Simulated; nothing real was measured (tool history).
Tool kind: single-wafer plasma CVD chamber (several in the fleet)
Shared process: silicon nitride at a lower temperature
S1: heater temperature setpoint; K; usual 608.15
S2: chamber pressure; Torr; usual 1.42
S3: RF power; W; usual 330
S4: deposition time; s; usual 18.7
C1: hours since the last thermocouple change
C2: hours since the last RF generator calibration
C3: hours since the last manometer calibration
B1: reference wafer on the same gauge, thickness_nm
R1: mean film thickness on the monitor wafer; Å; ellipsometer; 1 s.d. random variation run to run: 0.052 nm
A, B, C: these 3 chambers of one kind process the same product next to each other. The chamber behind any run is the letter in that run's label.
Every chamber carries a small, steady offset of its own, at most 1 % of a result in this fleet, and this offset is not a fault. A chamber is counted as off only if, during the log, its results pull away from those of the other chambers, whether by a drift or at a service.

run   hour      S1    S2   S3    S4      C1      C2     C3      B1      R1
       3.0  -- chamber A: thermocouple changed; heater temperature recalibrated
 1C    6.6  608.15  1.42  330  18.7   753.8  1699.5  697.8  22.195  228.26
 2B   13.2  608.15  1.42  330  18.7   871.5  1252.8  606.9  22.198  228.56
 3A   20.7  608.15  1.42  330  18.7    17.8   267.6  545.6  22.198  226.84
 4B   26.7  608.15  1.42  330  18.7   885.0  1266.3  620.4  22.199  228.50
 5A   32.0  608.15  1.42  330  18.7    29.1   278.9  556.9  22.202  227.05
 6C   38.0  608.15  1.42  330  15.6   785.2  1730.9  729.2  22.210  190.32
 7B   45.6  608.15  1.42  330  15.6   903.9  1285.2  639.3  22.195  192.00
 8C   50.6  608.15  1.42  330  15.6   797.8  1743.5  741.8  22.193  191.43
 9A   55.3  608.15  1.42  330  18.7    52.4   302.2  580.2  22.201  228.08
10C   64.8  608.15  1.42  330  18.7   812.0  1757.7  756.0  22.208  228.69
11A   74.9  608.15  1.42  330  18.7    72.0   321.8  599.8  22.195  227.44
12B   84.7  608.15  1.42  330  18.7   943.0  1324.3  678.4  22.196  230.80
13B   94.7  608.15  1.42  330  18.7   953.0  1334.3  688.4  22.196  230.82
14C   99.7  608.15  1.42  330  18.7   846.9  1792.6  790.9  22.195  227.41
15A  106.9  608.15  1.42  330  18.7   104.0   353.8  631.8  22.204  226.98
16B  114.8  608.15  1.42  330  18.7   973.1  1354.4  708.5  22.195  231.85
17A  122.8  608.15  1.42  330  18.7   119.9   369.7  647.7  22.199  227.47
18C  128.8  608.15  1.42  330  18.7   876.0  1821.7  820.0  22.216  228.37
19A  136.7  608.15  1.42  330  18.7   133.8   383.6  661.6  22.207  227.32
20C  143.0  608.15  1.42  330  17.5   890.2  1835.9  834.2  22.203  213.42
21B  149.8  608.15  1.42  330  17.5  1008.1  1389.4  743.5  22.207  217.95
22A  158.8  608.15  1.42  330  17.5   155.9   405.7  683.7  22.197  213.25
23C  167.3  608.15  1.42  330  18.7   914.5  1860.2  858.5  22.201  228.91
24B  174.6  608.15  1.42  330  18.7  1032.9  1414.2  768.3  22.211  233.93
25A  183.6  608.15  1.42  380  18.7   180.7   430.5  708.5  22.214  249.50
26B  193.6  608.15  1.42  380  18.7  1051.9  1433.2  787.3  22.202  255.74
27C  201.8  608.15  1.42  380  18.7   949.0  1894.7  893.0  22.204  249.87
28B  210.7  608.15  1.42  300  20.2  1069.0  1450.3  804.4  22.189  237.53
29C  218.7  608.15  1.42  300  20.2   965.9  1911.6  909.9  22.207  231.55
30A  225.6  608.15  1.42  300  20.2   222.7   472.5  750.5  22.199  230.81

One chamber off, gauge drift, or nothing amiss beyond the chambers' own small offsets? If it is a chamber, which one, and what is the likeliest cause?

It is chamber B that slowly wanders off from its peers.
Most likely cause: true pressure above the setpoint (%) = 8.07.

Which of the 4 candidates below, each the usual settings with something changed and its results left as question marks, puts chamber B back in line with what the other chambers give on the usual settings?
Maximum distance from the other chambers' mean on the usual settings for a result to count as in line: R1 1.80 Å
31B-1  233.0  608.15  1.43  335  19.0                   ?
31B-2  233.0  608.15  1.40  325  18.1                   ?
31B-3  233.0  608.15  1.42  330  19.6                   ?
31B-4  233.0  608.15  1.39  320  18.7                   ?

The mean the other chambers reach with the usual settings: R1 227.92 Å
  run      R1
31B-1  241.35
31B-2  224.07
31B-3  246.07
31B-4  228.63
It is 31B-4 that realigns the chamber with its peers.
